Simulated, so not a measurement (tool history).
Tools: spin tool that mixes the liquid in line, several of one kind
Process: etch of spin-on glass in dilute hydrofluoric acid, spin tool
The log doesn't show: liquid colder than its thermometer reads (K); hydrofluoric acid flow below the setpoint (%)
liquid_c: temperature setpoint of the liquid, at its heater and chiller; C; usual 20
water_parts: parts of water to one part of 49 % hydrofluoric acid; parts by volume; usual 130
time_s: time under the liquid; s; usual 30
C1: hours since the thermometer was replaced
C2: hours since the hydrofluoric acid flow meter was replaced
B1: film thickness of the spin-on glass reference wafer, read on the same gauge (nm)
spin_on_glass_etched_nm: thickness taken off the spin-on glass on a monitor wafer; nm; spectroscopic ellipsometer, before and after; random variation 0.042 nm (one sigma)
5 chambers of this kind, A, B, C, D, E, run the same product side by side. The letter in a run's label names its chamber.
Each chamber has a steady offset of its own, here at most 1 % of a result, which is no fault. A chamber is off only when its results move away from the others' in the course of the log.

{"run": "1C", "hour": 11.8, "liquid_c": 20, "water_parts": 130, "time_s": 30, "C1": 1688.6, "C2": 514.2, "B1": 39.999, "spin_on_glass_etched_nm": 10.916}
{"run": "2D", "hour": 22.8, "liquid_c": 20, "water_parts": 130, "time_s": 30, "C1": 620, "C2": 314.1, "B1": 39.982, "spin_on_glass_etched_nm": 10.926}
{"run": "3A", "hour": 31.8, "liquid_c": 20, "water_parts": 130, "time_s": 30, "C1": 288.5, "C2": 1263.4, "B1": 39.989, "spin_on_glass_etched_nm": 10.916}
{"run": "4E", "hour": 43.9, "liquid_c": 20, "water_parts": 130, "time_s": 30, "C1": 2381.2, "C2": 115.1, "B1": 40.012, "spin_on_glass_etched_nm": 10.918}
{"run": "5B", "hour": 51.5, "liquid_c": 20, "water_parts": 130, "time_s": 40, "C1": 205.2, "C2": 1296.1, "B1": 40.005, "spin_on_glass_etched_nm": 14.543}
{"run": "6C", "hour": 60.1, "liquid_c": 20, "water_parts": 130, "time_s": 40, "C1": 1736.9, "C2": 562.5, "B1": 39.969, "spin_on_glass_etched_nm": 14.527}
{"run": "7D", "hour": 67.5, "liquid_c": 20, "water_parts": 130, "time_s": 40, "C1": 664.7, "C2": 358.8, "B1": 40.03, "spin_on_glass_etched_nm": 14.583}
{"hour": 74.4, "done": "chamber C: hydrofluoric acid flow meter replaced"}
{"run": "8E", "hour": 78.7, "liquid_c": 20, "water_parts": 130, "time_s": 40, "C1": 2416, "C2": 149.9, "B1": 39.992, "spin_on_glass_etched_nm": 14.54}
{"run": "9A", "hour": 87.5, "liquid_c": 20, "water_parts": 130, "time_s": 40, "C1": 344.2, "C2": 1319.1, "B1": 40.03, "spin_on_glass_etched_nm": 14.341}
{"run": "10B", "hour": 96.1, "liquid_c": 20, "water_parts": 130, "time_s": 30, "C1": 249.8, "C2": 1340.7, "B1": 40.013, "spin_on_glass_etched_nm": 10.855}
{"run": "11B", "hour": 102.2, "liquid_c": 20, "water_parts": 130, "time_s": 30, "C1": 255.9, "C2": 1346.8, "B1": 39.961, "spin_on_glass_etched_nm": 10.973}
{"run": "12A", "hour": 110.8, "liquid_c": 20, "water_parts": 130, "time_s": 30, "C1": 367.5, "C2": 1342.4, "B1": 39.991, "spin_on_glass_etched_nm": 10.738}
{"run": "13E", "hour": 120.3, "liquid_c": 20, "water_parts": 130, "time_s": 30, "C1": 2457.6, "C2": 191.5, "B1": 40.005, "spin_on_glass_etched_nm": 10.941}
{"run": "14D", "hour": 129.4, "liquid_c": 20, "water_parts": 185, "time_s": 30, "C1": 726.6, "C2": 420.7, "B1": 40.012, "spin_on_glass_etched_nm": 7.2472}
{"run": "15C", "hour": 140.0, "liquid_c": 20, "water_parts": 185, "time_s": 30, "C1": 1816.8, "C2": 65.6, "B1": 40.011, "spin_on_glass_etched_nm": 7.1915}
{"run": "16A", "hour": 152.1, "liquid_c": 20, "water_parts": 185, "time_s": 30, "C1": 408.8, "C2": 1383.7, "B1": 40.007, "spin_on_glass_etched_nm": 7.057}
{"run": "17E", "hour": 159.4, "liquid_c": 20, "water_parts": 185, "time_s": 30, "C1": 2496.7, "C2": 230.6, "B1": 39.974, "spin_on_glass_etched_nm": 7.1551}
{"run": "18C", "hour": 166.9, "liquid_c": 20, "water_parts": 185, "time_s": 30, "C1": 1843.7, "C2": 92.5, "B1": 39.999, "spin_on_glass_etched_nm": 7.2549}
{"run": "19B", "hour": 172.4, "liquid_c": 20, "water_parts": 130, "time_s": 30, "C1": 326.1, "C2": 1417, "B1": 39.988, "spin_on_glass_etched_nm": 10.906}
{"run": "20D", "hour": 179.1, "liquid_c": 20, "water_parts": 130, "time_s": 30, "C1": 776.3, "C2": 470.4, "B1": 39.975, "spin_on_glass_etched_nm": 11.033}
{"run": "21C", "hour": 185.1, "liquid_c": 24.5, "water_parts": 130, "time_s": 30, "C1": 1861.9, "C2": 110.7, "B1": 40.046, "spin_on_glass_etched_nm": 13.04}
{"run": "22B", "hour": 193.4, "liquid_c": 24.5, "water_parts": 130, "time_s": 30, "C1": 347.1, "C2": 1438, "B1": 40, "spin_on_glass_etched_nm": 13.054}
{"run": "23E", "hour": 202.5, "liquid_c": 24.5, "water_parts": 130, "time_s": 30, "C1": 2539.8, "C2": 273.7, "B1": 40.006, "spin_on_glass_etched_nm": 13.031}
{"run": "24A", "hour": 209.8, "liquid_c": 24.5, "water_parts": 130, "time_s": 30, "C1": 466.5, "C2": 1441.4, "B1": 40.022, "spin_on_glass_etched_nm": 12.713}
{"run": "25D", "hour": 220.2, "liquid_c": 24.5, "water_parts": 130, "time_s": 30, "C1": 817.4, "C2": 511.5, "B1": 39.989, "spin_on_glass_etched_nm": 13.165}
{"run": "26C", "hour": 227.0, "liquid_c": 20, "water_parts": 130, "time_s": 30, "C1": 1903.8, "C2": 152.6, "B1": 39.985, "spin_on_glass_etched_nm": 10.844}
{"run": "27D", "hour": 233.8, "liquid_c": 20, "water_parts": 130, "time_s": 30, "C1": 831, "C2": 525.1, "B1": 40.009, "spin_on_glass_etched_nm": 11.019}
{"run": "28E", "hour": 245.8, "liquid_c": 20, "water_parts": 130, "time_s": 15, "C1": 2583.1, "C2": 317, "B1": 40.041, "spin_on_glass_etched_nm": 5.4826}
{"run": "29B", "hour": 254.3, "liquid_c": 20, "water_parts": 130, "time_s": 15, "C1": 408, "C2": 1498.9, "B1": 39.956, "spin_on_glass_etched_nm": 5.512}
{"run": "30A", "hour": 266.3, "liquid_c": 20, "water_parts": 130, "time_s": 15, "C1": 523, "C2": 1497.9, "B1": 39.965, "spin_on_glass_etched_nm": 5.2499}
{"run": "31B", "hour": 272.0, "liquid_c": 20, "water_parts": 130, "time_s": 15, "C1": 425.7, "C2": 1516.6, "B1": 40.014, "spin_on_glass_etched_nm": 5.464}
{"run": "32E", "hour": 284.3, "liquid_c": 20, "water_parts": 130, "time_s": 15, "C1": 2621.6, "C2": 355.5, "B1": 40.001, "spin_on_glass_etched_nm": 5.4443}
{"run": "33D", "hour": 291.3, "liquid_c": 20, "water_parts": 130, "time_s": 30, "C1": 888.5, "C2": 582.6, "B1": 40.014, "spin_on_glass_etched_nm": 10.931}

What goes on in this fleet: one chamber off, a drifting gauge, or nothing beyond the chambers' own small offsets? Name the chamber and the cause, if any.

Chamber A drifts away from the others.
Cause: liquid colder than its thermometer reads (K) = 0.769.
The log may not tell that from: hydrofluoric acid flow below the setpoint (%).

Here are 4 candidates for chamber A's next run, each the usual settings with a change, their results left as question marks. Which one brings its results back in line with what the others give on the usual settings?
In line means no further than this from the other chambers' mean on the usual settings: spin_on_glass_etched_nm 0.15 nm
{"run": "34A-1", "hour": 300.3, "liquid_c": 21, "water_parts": 130, "time_s": 30, "spin_on_glass_etched_nm": "?"}
{"run": "34A-2", "hour": 300.3, "liquid_c": 21.5, "water_parts": 130, "time_s": 30, "spin_on_glass_etched_nm": "?"}
{"run": "34A-3", "hour": 300.3, "liquid_c": 18.5, "water_parts": 130, "time_s": 30, "spin_on_glass_etched_nm": "?"}
{"run": "34A-4", "hour": 300.3, "liquid_c": 19, "water_parts": 130, "time_s": 30, "spin_on_glass_etched_nm": "?"}

The other chambers' mean on the usual settings: spin_on_glass_etched_nm 10.925 nm
run=34A-1 spin_on_glass_etched_nm=10.942
run=34A-2 spin_on_glass_etched_nm=11.16
run=34A-3 spin_on_glass_etched_nm=9.8881
run=34A-4 spin_on_glass_etched_nm=10.093
34A-1 brings the chamber back in line.
